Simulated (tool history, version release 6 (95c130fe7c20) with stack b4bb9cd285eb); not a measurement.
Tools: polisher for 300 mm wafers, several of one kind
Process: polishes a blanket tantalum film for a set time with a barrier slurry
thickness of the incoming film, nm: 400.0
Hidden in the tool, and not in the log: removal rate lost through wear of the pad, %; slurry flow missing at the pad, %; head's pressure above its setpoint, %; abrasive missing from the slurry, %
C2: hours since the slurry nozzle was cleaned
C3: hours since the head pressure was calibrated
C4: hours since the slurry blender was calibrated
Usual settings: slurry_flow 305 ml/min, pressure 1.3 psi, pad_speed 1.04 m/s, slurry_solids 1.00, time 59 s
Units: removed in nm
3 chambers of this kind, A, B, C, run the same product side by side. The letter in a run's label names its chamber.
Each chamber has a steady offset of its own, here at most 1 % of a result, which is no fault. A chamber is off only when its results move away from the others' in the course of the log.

run 1A hour=3.6 | slurry_flow=305 pressure=1.3 pad_speed=1.04 slurry_solids=1.00 time=59 | wafers_polished_on_this_pad=351 C2=63.0 C3=101.3 C4=59.0 | removed=67.363
run 2C hour=6.5 | slurry_flow=305 pressure=1.3 pad_speed=1.04 slurry_solids=1.00 time=59 | wafers_polished_on_this_pad=313 C2=60.9 C3=7.9 C4=185.6 | removed=68.273
run 3B hour=10.0 | slurry_flow=305 pressure=1.3 pad_speed=1.04 slurry_solids=1.00 time=59 | wafers_polished_on_this_pad=592 C2=108.5 C3=503.8 C4=94.8 | removed=66.749
run 4A hour=12.2 | slurry_flow=305 pressure=1.3 pad_speed=1.04 slurry_solids=1.00 time=59 | wafers_polished_on_this_pad=452 C2=71.6 C3=109.9 C4=67.6 | removed=67.624
run 5C hour=15.5 | slurry_flow=305 pressure=1.3 pad_speed=1.04 slurry_solids=1.00 time=59 | wafers_polished_on_this_pad=420 C2=69.9 C3=16.9 C4=194.6 | removed=68.689
-- hour=17.3 chamber B: worn pad replaced by a new one
run 6B hour=19.5 | slurry_flow=305 pressure=1.3 pad_speed=1.04 slurry_solids=1.00 time=59 | wafers_polished_on_this_pad=26 C2=118.0 C3=513.3 C4=104.3 | removed=67.307
run 7C hour=24.1 | slurry_flow=305 pressure=1.3 pad_speed=1.04 slurry_solids=1.00 time=59 | wafers_polished_on_this_pad=521 C2=78.5 C3=25.5 C4=203.2 | removed=67.859
run 8A hour=26.4 | slurry_flow=305 pressure=1.3 pad_speed=1.04 slurry_solids=1.00 time=59 | wafers_polished_on_this_pad=620 C2=85.8 C3=124.1 C4=81.8 | removed=68.146
run 9B hour=29.2 | slurry_flow=305 pressure=1.3 pad_speed=1.04 slurry_solids=1.00 time=59 | wafers_polished_on_this_pad=140 C2=127.7 C3=523.0 C4=114.0 | removed=68.369
run 10C hour=31.8 | slurry_flow=305 pressure=1.3 pad_speed=1.04 slurry_solids=1.00 time=59 | wafers_polished_on_this_pad=612 C2=86.2 C3=33.2 C4=210.9 | removed=68.424
-- hour=34.1 chamber A: worn pad replaced by a new one
run 11A hour=34.4 | slurry_flow=305 pressure=1.3 pad_speed=0.88 slurry_solids=1.25 time=59 | wafers_polished_on_this_pad=4 C2=93.8 C3=132.1 C4=89.8 | removed=60.656
run 12B hour=39.0 | slurry_flow=305 pressure=1.3 pad_speed=0.88 slurry_solids=1.25 time=59 | wafers_polished_on_this_pad=256 C2=137.5 C3=532.8 C4=123.8 | removed=61.223
run 13A hour=43.0 | slurry_flow=305 pressure=1.3 pad_speed=0.88 slurry_solids=1.25 time=59 | wafers_polished_on_this_pad=105 C2=102.4 C3=140.7 C4=98.4 | removed=61.716
run 14B hour=46.3 | slurry_flow=305 pressure=1.0 pad_speed=1.04 slurry_solids=1.00 time=59 | wafers_polished_on_this_pad=342 C2=144.8 C3=540.1 C4=131.1 | removed=52.925
run 15C hour=48.7 | slurry_flow=305 pressure=1.0 pad_speed=1.04 slurry_solids=1.00 time=59 | wafers_polished_on_this_pad=811 C2=103.1 C3=50.1 C4=227.8 | removed=52.892
run 16A hour=51.8 | slurry_flow=305 pressure=1.0 pad_speed=1.04 slurry_solids=1.00 time=59 | wafers_polished_on_this_pad=209 C2=111.2 C3=149.5 C4=107.2 | removed=52.762
run 17B hour=55.1 | slurry_flow=305 pressure=1.3 pad_speed=1.04 slurry_solids=1.00 time=59 | wafers_polished_on_this_pad=446 C2=153.6 C3=548.9 C4=139.9 | removed=66.298
-- hour=57.9 chamber C: slurry blender recalibrated
run 18C hour=57.9 | slurry_flow=305 pressure=1.3 pad_speed=1.04 slurry_solids=1.15 time=66 | wafers_polished_on_this_pad=919 C2=112.3 C3=59.3 C4=0.1 | removed=79.069
run 19A hour=60.4 | slurry_flow=305 pressure=1.3 pad_speed=1.04 slurry_solids=1.15 time=66 | wafers_polished_on_this_pad=310 C2=119.8 C3=158.1 C4=115.8 | removed=77.819
run 20B hour=64.0 | slurry_flow=305 pressure=1.3 pad_speed=1.04 slurry_solids=1.15 time=66 | wafers_polished_on_this_pad=550 C2=162.5 C3=557.8 C4=148.8 | removed=77.190
run 21C hour=67.7 | slurry_flow=305 pressure=1.3 pad_speed=1.04 slurry_solids=1.00 time=59 | wafers_polished_on_this_pad=1034 C2=122.1 C3=69.1 C4=9.9 | removed=68.295
run 22C hour=71.0 | slurry_flow=305 pressure=1.3 pad_speed=1.04 slurry_solids=1.00 time=59 | wafers_polished_on_this_pad=1073 C2=125.4 C3=72.4 C4=13.2 | removed=69.039
run 23A hour=73.4 | slurry_flow=305 pressure=1.3 pad_speed=1.04 slurry_solids=1.00 time=59 | wafers_polished_on_this_pad=463 C2=132.8 C3=171.1 C4=128.8 | removed=68.427
run 24B hour=77.8 | slurry_flow=305 pressure=1.3 pad_speed=1.04 slurry_solids=1.00 time=59 | wafers_polished_on_this_pad=713 C2=176.3 C3=571.6 C4=162.6 | removed=65.638
-- hour=81.5 chamber B: worn pad replaced by a new one
run 25A hour=82.0 | slurry_flow=305 pressure=1.3 pad_speed=1.04 slurry_solids=1.00 time=59 | wafers_polished_on_this_pad=564 C2=141.4 C3=179.7 C4=137.4 | removed=67.455
run 26C hour=86.0 | slurry_flow=305 pressure=1.3 pad_speed=1.04 slurry_solids=1.00 time=59 | wafers_polished_on_this_pad=1250 C2=140.4 C3=87.4 C4=28.2 | removed=68.012
-- hour=89.0 chamber C: worn pad replaced by a new one
run 27B hour=89.4 | slurry_flow=305 pressure=1.3 pad_speed=1.04 slurry_solids=1.00 time=59 | wafers_polished_on_this_pad=94 C2=187.9 C3=583.2 C4=174.2 | removed=65.222
run 28B hour=94.2 | slurry_flow=305 pressure=1.0 pad_speed=0.86 slurry_solids=1.00 time=59 | wafers_polished_on_this_pad=150 C2=192.7 C3=588.0 C4=179.0 | removed=41.407
run 29C hour=97.6 | slurry_flow=305 pressure=1.0 pad_speed=0.86 slurry_solids=1.00 time=59 | wafers_polished_on_this_pad=101 C2=152.0 C3=99.0 C4=39.8 | removed=43.497
-- hour=100.0 chamber A: worn pad replaced by a new one
run 30A hour=100.1 | slurry_flow=305 pressure=1.0 pad_speed=0.86 slurry_solids=1.00 time=59 | wafers_polished_on_this_pad=1 C2=159.5 C3=197.8 C4=155.5 | removed=43.552
run 31A hour=104.2 | slurry_flow=305 pressure=1.3 pad_speed=1.04 slurry_solids=1.00 time=59 | wafers_polished_on_this_pad=49 C2=163.6 C3=201.9 C4=159.6 | removed=68.629
run 32C hour=107.8 | slurry_flow=305 pressure=1.3 pad_speed=1.04 slurry_solids=1.00 time=59 | wafers_polished_on_this_pad=222 C2=162.2 C3=109.2 C4=50.0 | removed=68.681
run 33B hour=110.4 | slurry_flow=305 pressure=1.3 pad_speed=1.04 slurry_solids=1.00 time=59 | wafers_polished_on_this_pad=341 C2=208.9 C3=604.2 C4=195.2 | removed=63.218
run 34A hour=114.4 | slurry_flow=305 pressure=1.3 pad_speed=1.04 slurry_solids=1.00 time=59 | wafers_polished_on_this_pad=170 C2=173.8 C3=212.1 C4=169.8 | removed=67.310
run 35C hour=117.6 | slurry_flow=305 pressure=1.3 pad_speed=1.04 slurry_solids=1.00 time=59 | wafers_polished_on_this_pad=337 C2=172.0 C3=119.0 C4=59.8 | removed=68.663
run 36B hour=122.3 | slurry_flow=305 pressure=1.3 pad_speed=1.04 slurry_solids=1.00 time=59 | wafers_polished_on_this_pad=481 C2=220.8 C3=616.1 C4=207.1 | removed=63.414
run 37B hour=126.4 | slurry_flow=305 pressure=1.3 pad_speed=1.04 slurry_solids=1.00 time=59 | wafers_polished_on_this_pad=529 C2=224.9 C3=620.2 C4=211.2 | removed=62.465
run 38A hour=131.1 | slurry_flow=305 pressure=1.3 pad_speed=1.04 slurry_solids=1.00 time=59 | wafers_polished_on_this_pad=366 C2=190.5 C3=228.8 C4=186.5 | removed=67.903
-- hour=132.4 chamber B: worn pad replaced by a new one
run 39C hour=134.6 | slurry_flow=305 pressure=1.3 pad_speed=1.04 slurry_solids=1.00 time=59 | wafers_polished_on_this_pad=537 C2=189.0 C3=136.0 C4=76.8 | removed=68.402
run 40C hour=137.4 | slurry_flow=305 pressure=1.3 pad_speed=1.04 slurry_solids=1.00 time=59 | wafers_polished_on_this_pad=570 C2=191.8 C3=138.8 C4=79.6 | removed=67.137
run 41A hour=141.8 | slurry_flow=305 pressure=1.3 pad_speed=1.04 slurry_solids=1.00 time=59 | wafers_polished_on_this_pad=492 C2=201.2 C3=239.5 C4=197.2 | removed=68.021
run 42B hour=144.0 | slurry_flow=305 pressure=1.3 pad_speed=1.04 slurry_solids=1.00 time=59 | wafers_polished_on_this_pad=136 C2=242.5 C3=637.8 C4=228.8 | removed=61.891
run 43B hour=147.3 | slurry_flow=305 pressure=1.3 pad_speed=1.04 slurry_solids=1.00 time=59 | wafers_polished_on_this_pad=175 C2=245.8 C3=641.1 C4=232.1 | removed=60.544

Is one chamber off against the others, does the gauge drift, or is nothing wrong? If a chamber is off, say which, and what the likeliest cause is.

Chamber B drifts away from the others.
Cause: abrasive missing from the slurry, % = 26.8.
The log may not tell that from: head's pressure below its setpoint, %.

Here are 4 candidates for chamber B's next run, each the usual settings with a change, their results left as question marks. Which one brings its results back in line with what the others give on the usual settings?
In line means no further than this from the other chambers' mean on the usual settings: removed 2.000 nm
run 44B-1 hour=150.8 | slurry_flow=305 pressure=1.3 pad_speed=1.04 slurry_solids=1.00 time=49 | removed=?
run 44B-2 hour=150.8 | slurry_flow=310 pressure=1.3 pad_speed=1.04 slurry_solids=1.05 time=70 | removed=?
run 44B-3 hour=150.8 | slurry_flow=305 pressure=1.2 pad_speed=1.04 slurry_solids=1.00 time=57 | removed=?
run 44B-4 hour=150.8 | slurry_flow=305 pressure=1.3 pad_speed=1.14 slurry_solids=1.05 time=59 | removed=?

The other chambers' mean on the usual settings: removed 68.031 nm
run=44B-1 removed=51.031
run=44B-2 removed=74.286
run=44B-3 removed=54.865
run=44B-4 removed=68.538
44B-4 brings the chamber back in line.

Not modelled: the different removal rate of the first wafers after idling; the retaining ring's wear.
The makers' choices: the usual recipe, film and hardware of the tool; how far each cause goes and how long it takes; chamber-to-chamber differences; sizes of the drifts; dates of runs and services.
